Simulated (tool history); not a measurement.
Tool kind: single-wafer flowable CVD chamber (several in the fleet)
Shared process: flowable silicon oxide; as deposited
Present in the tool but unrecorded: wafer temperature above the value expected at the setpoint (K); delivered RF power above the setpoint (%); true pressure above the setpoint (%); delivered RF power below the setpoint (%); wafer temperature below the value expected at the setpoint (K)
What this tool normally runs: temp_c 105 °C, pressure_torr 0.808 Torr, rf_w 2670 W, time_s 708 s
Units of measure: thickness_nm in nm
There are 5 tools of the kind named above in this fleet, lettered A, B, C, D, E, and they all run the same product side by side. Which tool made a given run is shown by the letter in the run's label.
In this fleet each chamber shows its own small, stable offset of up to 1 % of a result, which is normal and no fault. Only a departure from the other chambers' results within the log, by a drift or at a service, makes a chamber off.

run,day,temp_c,pressure_torr,rf_w,time_s,hours since the last thermocouple change,hours since the last RF generator calibration,hours since the last manometer calibration,"read-back reference wafer on the same gauge, thickness_nm",thickness_nm
1C,0.429,105,0.808,2670,708,2194.3,922.4,479.2,436.16,386.48
2A,0.854,105,0.808,2670,708,997.0,461.1,1642.5,435.68,386.38
3D,1.392,105,0.808,2670,708,865.7,597.1,1706.0,435.70,389.32
4B,1.983,105,0.808,2670,708,1126.6,148.8,1078.0,435.59,388.05
5E,2.350,105,0.808,2670,708,208.9,847.7,945.3,436.24,382.27
6C,3.021,105,0.808,2670,708,2256.5,984.6,541.4,435.97,386.43
7E,3.350,105,0.808,2670,708,232.9,871.7,969.3,436.24,383.02
# day 3.371: chamber E: RF generator calibrated
8D,3.950,105,0.808,2670,708,927.1,658.5,1767.4,436.02,389.04
9B,4.454,105,0.657,2670,708,1185.9,208.1,1137.3,435.70,295.46
10A,5.038,105,0.657,2670,708,1097.4,561.5,1742.9,436.16,293.14
11D,5.646,105,0.657,2670,708,967.8,699.2,1808.1,435.83,293.34
12C,5.988,105,0.657,2670,708,2327.7,1055.8,612.6,436.24,292.56
13B,6.617,105,0.657,2670,708,1237.8,260.0,1189.2,435.93,296.12
# day 6.950: chamber C: thermocouple changed; heater temperature recalibrated
14A,6.958,105,0.808,2670,708,1143.5,607.6,1789.0,435.89,382.95
15E,7.412,105,0.731,2670,708,330.4,97.1,1066.8,435.71,337.77
16A,8.058,105,0.731,2670,708,1169.9,634.0,1815.4,436.13,337.92
17C,8.729,105,0.731,2670,708,42.8,1121.6,678.4,436.11,336.50
# day 8.804: chamber B: capacitance manometer re-zeroed and calibrated
18B,9.092,105,0.731,2670,708,1297.2,319.4,7.0,435.80,341.04
19D,9.683,105,0.731,2670,708,1064.7,796.1,1905.0,436.32,340.15
20E,10.325,105,0.808,2670,708,400.3,167.0,1136.7,436.16,382.92
21A,10.667,110,0.808,2670,831,1232.5,696.6,1878.0,436.32,383.70
22E,10.988,110,0.808,2670,831,416.2,182.9,1152.6,435.69,380.19
23B,11.400,110,0.808,2670,831,1352.6,374.8,62.4,436.02,383.83
# day 11.775: chamber D: RF generator calibrated
24C,11.792,110,0.808,2670,831,116.3,1195.1,751.9,436.08,382.37
25D,12.158,110,0.808,2670,831,1124.1,9.2,1964.4,436.10,384.93
# day 12.504: chamber C: RF generator calibrated
26D,12.625,105,0.808,2670,708,1135.3,20.4,1975.6,436.10,387.60
27A,12.983,105,0.808,2670,708,1288.1,752.2,1933.6,436.04,383.10
28C,13.625,105,0.808,2670,708,160.3,26.9,795.9,436.22,386.14
29B,14.062,105,0.808,2670,708,1416.5,438.7,126.3,435.84,388.10
30E,14.412,105,0.808,2670,708,498.4,265.1,1234.8,435.73,382.50
31B,14.967,105,0.808,2670,708,1438.2,460.4,148.0,436.04,386.16
32C,15.358,105,0.808,2670,708,201.9,68.5,837.5,436.24,387.05
33D,15.812,98,0.808,2670,708,1211.8,96.9,2052.1,435.52,490.65

The same settings go to every chamber for the next run, one line per chamber below. Forecast the results for each:
34A,16.308,105,0.808,2670,583,,,,,?
34B,16.308,105,0.808,2670,583,,,,,?
34C,16.308,105,0.808,2670,583,,,,,?
34D,16.308,105,0.808,2670,583,,,,,?
34E,16.308,105,0.808,2670,583,,,,,?

run,thickness_nm
34A,317.24
34B,317.53
34C,318.86
34D,320.05
34E,315.45
